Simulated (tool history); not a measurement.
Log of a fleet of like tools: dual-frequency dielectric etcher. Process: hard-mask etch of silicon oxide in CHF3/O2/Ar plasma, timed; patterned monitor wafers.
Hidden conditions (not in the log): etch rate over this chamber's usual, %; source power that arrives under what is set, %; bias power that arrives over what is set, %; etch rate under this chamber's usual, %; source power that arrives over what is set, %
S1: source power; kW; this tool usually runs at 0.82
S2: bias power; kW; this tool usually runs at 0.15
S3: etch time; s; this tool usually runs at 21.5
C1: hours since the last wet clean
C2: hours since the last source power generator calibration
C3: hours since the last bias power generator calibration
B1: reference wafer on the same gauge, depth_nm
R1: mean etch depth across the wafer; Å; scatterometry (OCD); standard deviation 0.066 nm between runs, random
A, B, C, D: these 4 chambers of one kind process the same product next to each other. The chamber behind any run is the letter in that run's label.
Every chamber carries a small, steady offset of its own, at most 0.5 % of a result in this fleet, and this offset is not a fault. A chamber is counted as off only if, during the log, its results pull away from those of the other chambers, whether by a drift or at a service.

{"run": "1A", "hour": 4.8, "S1": 0.82, "S2": 0.15, "S3": 21.5, "C1": 48.4, "C2": 1211.8, "C3": 1551.7, "B1": 43.69, "R1": 452.33}
{"run": "2C", "hour": 9.2, "S1": 0.82, "S2": 0.15, "S3": 21.5, "C1": 63.5, "C2": 601.8, "C3": 1677.1, "B1": 43.708, "R1": 451.01}
{"run": "3D", "hour": 15.6, "S1": 0.82, "S2": 0.15, "S3": 21.5, "C1": 225.6, "C2": 3722.9, "C3": 1089.5, "B1": 43.697, "R1": 450.7}
{"run": "4B", "hour": 21.7, "S1": 0.82, "S2": 0.15, "S3": 21.5, "C1": 161.2, "C2": 1495.7, "C3": 523.2, "B1": 43.727, "R1": 453.46}
{"run": "5B", "hour": 27.9, "S1": 0.82, "S2": 0.15, "S3": 21.5, "C1": 167.4, "C2": 1501.9, "C3": 529.4, "B1": 43.723, "R1": 453.4}
{"run": "6D", "hour": 37.1, "S1": 0.82, "S2": 0.15, "S3": 21.5, "C1": 247.1, "C2": 3744.4, "C3": 1111, "B1": 43.732, "R1": 450.69}
{"run": "7C", "hour": 43.2, "S1": 0.82, "S2": 0.15, "S3": 21.5, "C1": 97.5, "C2": 635.8, "C3": 1711.1, "B1": 43.738, "R1": 450.33}
{"run": "8A", "hour": 51.4, "S1": 0.82, "S2": 0.15, "S3": 21.5, "C1": 95, "C2": 1258.4, "C3": 1598.3, "B1": 43.735, "R1": 452.08}
{"run": "9A", "hour": 56.1, "S1": 0.82, "S2": 0.15, "S3": 21.5, "C1": 99.7, "C2": 1263.1, "C3": 1603, "B1": 43.752, "R1": 451.52}
{"run": "10B", "hour": 65.3, "S1": 0.82, "S2": 0.15, "S3": 21.5, "C1": 204.8, "C2": 1539.3, "C3": 566.8, "B1": 43.755, "R1": 454.63}
{"run": "11D", "hour": 70.9, "S1": 0.92, "S2": 0.167, "S3": 21.5, "C1": 280.9, "C2": 3778.2, "C3": 1144.8, "B1": 43.756, "R1": 488.67}
{"run": "12C", "hour": 79.9, "S1": 0.92, "S2": 0.167, "S3": 21.5, "C1": 134.2, "C2": 672.5, "C3": 1747.8, "B1": 43.765, "R1": 489.57}
{"run": "13A", "hour": 86.2, "S1": 0.92, "S2": 0.167, "S3": 21.5, "C1": 129.8, "C2": 1293.2, "C3": 1633.1, "B1": 43.772, "R1": 490.29}
{"run": "14C", "hour": 94.6, "S1": 0.92, "S2": 0.167, "S3": 21.5, "C1": 148.9, "C2": 687.2, "C3": 1762.5, "B1": 43.794, "R1": 487.48}
{"run": "15D", "hour": 100.3, "S1": 0.82, "S2": 0.15, "S3": 21.5, "C1": 310.3, "C2": 3807.6, "C3": 1174.2, "B1": 43.776, "R1": 452.27}
{"run": "16B", "hour": 105.4, "S1": 0.82, "S2": 0.15, "S3": 21.5, "C1": 244.9, "C2": 1579.4, "C3": 606.9, "B1": 43.804, "R1": 454.36}
{"run": "17D", "hour": 113.7, "S1": 0.9, "S2": 0.162, "S3": 21.5, "C1": 323.7, "C2": 3821, "C3": 1187.6, "B1": 43.789, "R1": 478.52}
{"run": "18C", "hour": 122.6, "S1": 0.9, "S2": 0.162, "S3": 21.5, "C1": 176.9, "C2": 715.2, "C3": 1790.5, "B1": 43.795, "R1": 480.55}
{"run": "19A", "hour": 128.3, "S1": 0.9, "S2": 0.162, "S3": 21.5, "C1": 171.9, "C2": 1335.3, "C3": 1675.2, "B1": 43.825, "R1": 481.17}
{"run": "20B", "hour": 137.4, "S1": 0.9, "S2": 0.162, "S3": 21.5, "C1": 276.9, "C2": 1611.4, "C3": 638.9, "B1": 43.822, "R1": 482.77}
{"run": "21D", "hour": 146.6, "S1": 0.82, "S2": 0.15, "S3": 21.5, "C1": 356.6, "C2": 3853.9, "C3": 1220.5, "B1": 43.811, "R1": 452.58}
{"run": "22C", "hour": 151.9, "S1": 0.82, "S2": 0.15, "S3": 21.5, "C1": 206.2, "C2": 744.5, "C3": 1819.8, "B1": 43.815, "R1": 453.05}
{"run": "23A", "hour": 158.9, "S1": 0.82, "S2": 0.15, "S3": 21.5, "C1": 202.5, "C2": 1365.9, "C3": 1705.8, "B1": 43.832, "R1": 454.52}
{"run": "24B", "hour": 166.8, "S1": 0.82, "S2": 0.15, "S3": 21.5, "C1": 306.3, "C2": 1640.8, "C3": 668.3, "B1": 43.833, "R1": 453.68}
{"run": "25B", "hour": 175.3, "S1": 0.82, "S2": 0.15, "S3": 21.5, "C1": 314.8, "C2": 1649.3, "C3": 676.8, "B1": 43.859, "R1": 454.5}
{"run": "26C", "hour": 183.9, "S1": 0.82, "S2": 0.15, "S3": 21.5, "C1": 238.2, "C2": 776.5, "C3": 1851.8, "B1": 43.85, "R1": 452.34}
{"run": "27A", "hour": 189.1, "S1": 0.82, "S2": 0.15, "S3": 21.5, "C1": 232.7, "C2": 1396.1, "C3": 1736, "B1": 43.867, "R1": 454.34}
{"run": "28D", "hour": 195.0, "S1": 0.82, "S2": 0.15, "S3": 21.5, "C1": 405, "C2": 3902.3, "C3": 1268.9, "B1": 43.86, "R1": 452.78}
{"run": "29B", "hour": 202.1, "S1": 0.82, "S2": 0.15, "S3": 21.5, "C1": 341.6, "C2": 1676.1, "C3": 703.6, "B1": 43.853, "R1": 456.36}
{"run": "30A", "hour": 206.1, "S1": 0.82, "S2": 0.15, "S3": 21.5, "C1": 249.7, "C2": 1413.1, "C3": 1753, "B1": 43.883, "R1": 455.07}
{"run": "31C", "hour": 210.3, "S1": 0.82, "S2": 0.15, "S3": 21.5, "C1": 264.6, "C2": 802.9, "C3": 1878.2, "B1": 43.885, "R1": 452.54}
{"run": "32D", "hour": 218.7, "S1": 0.82, "S2": 0.15, "S3": 21.5, "C1": 428.7, "C2": 3926, "C3": 1292.6, "B1": 43.886, "R1": 452.6}
{"run": "33B", "hour": 225.3, "S1": 0.82, "S2": 0.15, "S3": 21.5, "C1": 364.8, "C2": 1699.3, "C3": 726.8, "B1": 43.89, "R1": 455.27}
{"run": "34A", "hour": 231.1, "S1": 0.82, "S2": 0.15, "S3": 21.5, "C1": 274.7, "C2": 1438.1, "C3": 1778, "B1": 43.91, "R1": 453.85}
{"run": "35D", "hour": 235.4, "S1": 0.82, "S2": 0.15, "S3": 21.5, "C1": 445.4, "C2": 3942.7, "C3": 1309.3, "B1": 43.9, "R1": 452.36}
{"run": "36C", "hour": 242.6, "S1": 0.82, "S2": 0.15, "S3": 21.5, "C1": 296.9, "C2": 835.2, "C3": 1910.5, "B1": 43.912, "R1": 455.15}
{"run": "37D", "hour": 250.6, "S1": 0.82, "S2": 0.15, "S3": 21.5, "C1": 460.6, "C2": 3957.9, "C3": 1324.5, "B1": 43.914, "R1": 454.12}
{"run": "38C", "hour": 259.8, "S1": 0.82, "S2": 0.15, "S3": 21.5, "C1": 314.1, "C2": 852.4, "C3": 1927.7, "B1": 43.927, "R1": 452.86}
{"run": "39B", "hour": 265.7, "S1": 0.82, "S2": 0.15, "S3": 21.5, "C1": 405.2, "C2": 1739.7, "C3": 767.2, "B1": 43.925, "R1": 456.14}
{"run": "40A", "hour": 274.6, "S1": 0.94, "S2": 0.15, "S3": 21.5, "C1": 318.2, "C2": 1481.6, "C3": 1821.5, "B1": 43.957, "R1": 479.31}
{"run": "41D", "hour": 279.1, "S1": 0.94, "S2": 0.15, "S3": 21.5, "C1": 489.1, "C2": 3986.4, "C3": 1353, "B1": 43.934, "R1": 477.57}
{"run": "42B", "hour": 285.2, "S1": 0.94, "S2": 0.15, "S3": 21.5, "C1": 424.7, "C2": 1759.2, "C3": 786.7, "B1": 43.932, "R1": 481.82}
{"run": "43C", "hour": 291.6, "S1": 0.94, "S2": 0.15, "S3": 21.5, "C1": 345.9, "C2": 884.2, "C3": 1959.5, "B1": 43.96, "R1": 478.12}
{"run": "44A", "hour": 296.9, "S1": 0.82, "S2": 0.15, "S3": 21.5, "C1": 340.5, "C2": 1503.9, "C3": 1843.8, "B1": 43.928, "R1": 454.53}

Has any chamber moved away from the others, gradually or after a service, or does the common gauge drift, or do the chambers differ only by their own small steady offsets? State the chamber and the most likely cause if one applies.

Gauge drift. The chambers move together only on paper, and none stands off.
Cause: gauge reads high (%) = 0.594.
